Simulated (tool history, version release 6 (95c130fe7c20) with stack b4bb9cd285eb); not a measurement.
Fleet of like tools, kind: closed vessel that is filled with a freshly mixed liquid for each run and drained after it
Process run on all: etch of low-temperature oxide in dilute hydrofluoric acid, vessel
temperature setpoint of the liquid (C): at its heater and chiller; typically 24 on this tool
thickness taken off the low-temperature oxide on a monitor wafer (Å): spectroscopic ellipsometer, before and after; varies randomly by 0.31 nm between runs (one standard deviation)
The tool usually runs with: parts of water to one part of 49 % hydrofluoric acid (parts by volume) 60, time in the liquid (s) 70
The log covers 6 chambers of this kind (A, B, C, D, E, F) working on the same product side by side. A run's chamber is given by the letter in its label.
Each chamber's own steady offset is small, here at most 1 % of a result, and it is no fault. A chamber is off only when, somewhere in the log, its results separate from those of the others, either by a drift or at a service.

run    day  temperature setpoint of the liquid (C)  parts of water to one part of 49 % hydrofluoric acid (parts by volume)  time in the liquid (s)  hours since the thermometer was replaced  hours since the hydrofluoric acid flow meter was replaced  read-back film thickness of the low-temperature oxide reference wafer, read on the same gauge (nm)  thickness taken off the low-temperature oxide on a monitor wafer (Å)
 1B   0.15                                      24                                                                      60                      70                                     319.7                                                         87                                                                                              80.002                                                                330.52
 2D  0.342                                      24                                                                      60                      70                                     515.7                                                     1148.8                                                                                              80.012                                                                327.16
 3A  0.525                                      24                                                                      60                      70                                     417.1                                                     1269.8                                                                                               80.01                                                                324.22
 4F  0.767                                      24                                                                      60                      70                                      1264                                                      419.9                                                                                              80.003                                                                325.54
 5E  0.917                                      24                                                                      60                      70                                     472.2                                                       1270                                                                                              80.027                                                                322.44
 6C  1.138                                      24                                                                      60                      70                                     223.5                                                      898.7                                                                                              79.998                                                                327.38
 7A  1.354                                      24                                                                      60                      70                                       437                                                     1289.7                                                                                               80.01                                                                322.95
 8D  1.508                                      24                                                                      60                      70                                     543.7                                                     1176.8                                                                                              80.004                                                                332.76
 9F  1.692                                      24                                                                      60                      70                                    1286.2                                                      442.1                                                                                              79.973                                                                 316.3
10C  1.871                                      24                                                                      60                      70                                     241.1                                                      916.3                                                                                              79.965                                                                 322.8
11E  2.058                                      24                                                                      60                      70                                     499.6                                                     1297.4                                                                                              79.996                                                                322.46
12B  2.212                                      24                                                                      60                      70                                     369.2                                                      136.5                                                                                              80.001                                                                331.05
13C   2.35                                      24                                                                      60                      70                                     252.6                                                      927.8                                                                                              80.003                                                                322.96
14B  2.479                                      24                                                                      85                      70                                     375.6                                                      142.9                                                                                              80.023                                                                232.02
       2.5  -- chamber A: hydrofluoric acid flow meter replaced
15E  2.675                                      24                                                                      85                      70                                     514.4                                                     1312.2                                                                                              79.993                                                                222.06
16F  2.908                                      24                                                                      85                      70                                    1315.4                                                      471.3                                                                                              79.982                                                                 221.6
17A   3.05                                      24                                                                      85                      70                                     477.7                                                       13.3                                                                                              79.985                                                                219.76
18D  3.279                                      24                                                                      85                      70                                     586.2                                                     1219.3                                                                                              79.998                                                                   221
19F  3.542                                      24                                                                      85                      70                                    1330.6                                                      486.5                                                                                              79.994                                                                221.26
20C  3.683                                    19.5                                                                      60                      70                                     284.6                                                      959.8                                                                                              80.003                                                                265.97
21D  3.946                                    19.5                                                                      60                      70                                     602.2                                                     1235.3                                                                                              80.009                                                                 272.6
22A  4.092                                    19.5                                                                      60                      70                                     502.7                                                       38.3                                                                                              80.017                                                                266.82
23E  4.312                                    19.5                                                                      60                      70                                     553.7                                                     1351.5                                                                                              79.973                                                                273.24
     4.533  -- chamber F: thermometer replaced
24B  4.575                                    19.5                                                                      60                      70                                     425.9                                                      193.2                                                                                              79.998                                                                285.08
25D    4.7                                    19.5                                                                      60                      70                                     620.3                                                     1253.4                                                                                              80.016                                                                274.36
26E  4.892                                      24                                                                      60                      70                                     567.6                                                     1365.4                                                                                              79.991                                                                328.35
27C  5.029                                      24                                                                      60                      70                                     316.9                                                      992.1                                                                                              80.012                                                                331.13
28F  5.146                                      24                                                                      60                      70                                      14.7                                                        525                                                                                              79.981                                                                326.21
29A  5.388                                      24                                                                      60                      70                                     533.8                                                       69.4                                                                                              80.015                                                                324.11
30B  5.542                                    19.5                                                                      60                      95                                     449.1                                                      216.4                                                                                              79.989                                                                403.25
31E  5.775                                    19.5                                                                      60                      95                                     588.8                                                     1386.6                                                                                              80.019                                                                369.87
32A  5.975                                    19.5                                                                      60                      95                                     547.9                                                       83.5                                                                                              79.994                                                                362.61
33F  6.154                                    19.5                                                                      60                      95                                      38.9                                                      549.2                                                                                               79.99                                                                 369.2
34C  6.371                                    19.5                                                                      60                      95                                     349.1                                                     1024.3                                                                                              80.021                                                                366.92
35B  6.625                                    19.5                                                                      60                      95                                     475.1                                                      242.4                                                                                              79.998                                                                403.74
36D  6.883                                      24                                                                      60                      70                                     672.7                                                     1305.8                                                                                              80.013                                                                333.93
37C  7.029                                      24                                                                      60                      70                                     364.9                                                     1040.1                                                                                              80.016                                                                319.82
38D  7.175                                      24                                                                      60                      70                                     679.7                                                     1312.8                                                                                              80.012                                                                332.79
39A  7.417                                      24                                                                      60                      70                                     582.5                                                      118.1                                                                                              79.989                                                                323.66

Each of the 6 chambers runs these same settings next. Fill in every chamber's results:
40A  7.608                                    28.5                                                                      60                      70                                                                                                                                                                                                                                                                              ?
40B  7.608                                    28.5                                                                      60                      70                                                                                                                                                                                                                                                                              ?
40C  7.608                                    28.5                                                                      60                      70                                                                                                                                                                                                                                                                              ?
40D  7.608                                    28.5                                                                      60                      70                                                                                                                                                                                                                                                                              ?
40E  7.608                                    28.5                                                                      60                      70                                                                                                                                                                                                                                                                              ?
40F  7.608                                    28.5                                                                      60                      70                                                                                                                                                                                                                                                                              ?

run  thickness taken off the low-temperature oxide on a monitor wafer (Å)
40A                                                                392.65
40B                                                                438.21
40C                                                                395.51
40D                                                                398.33
40E                                                                383.26
40F                                                                381.54
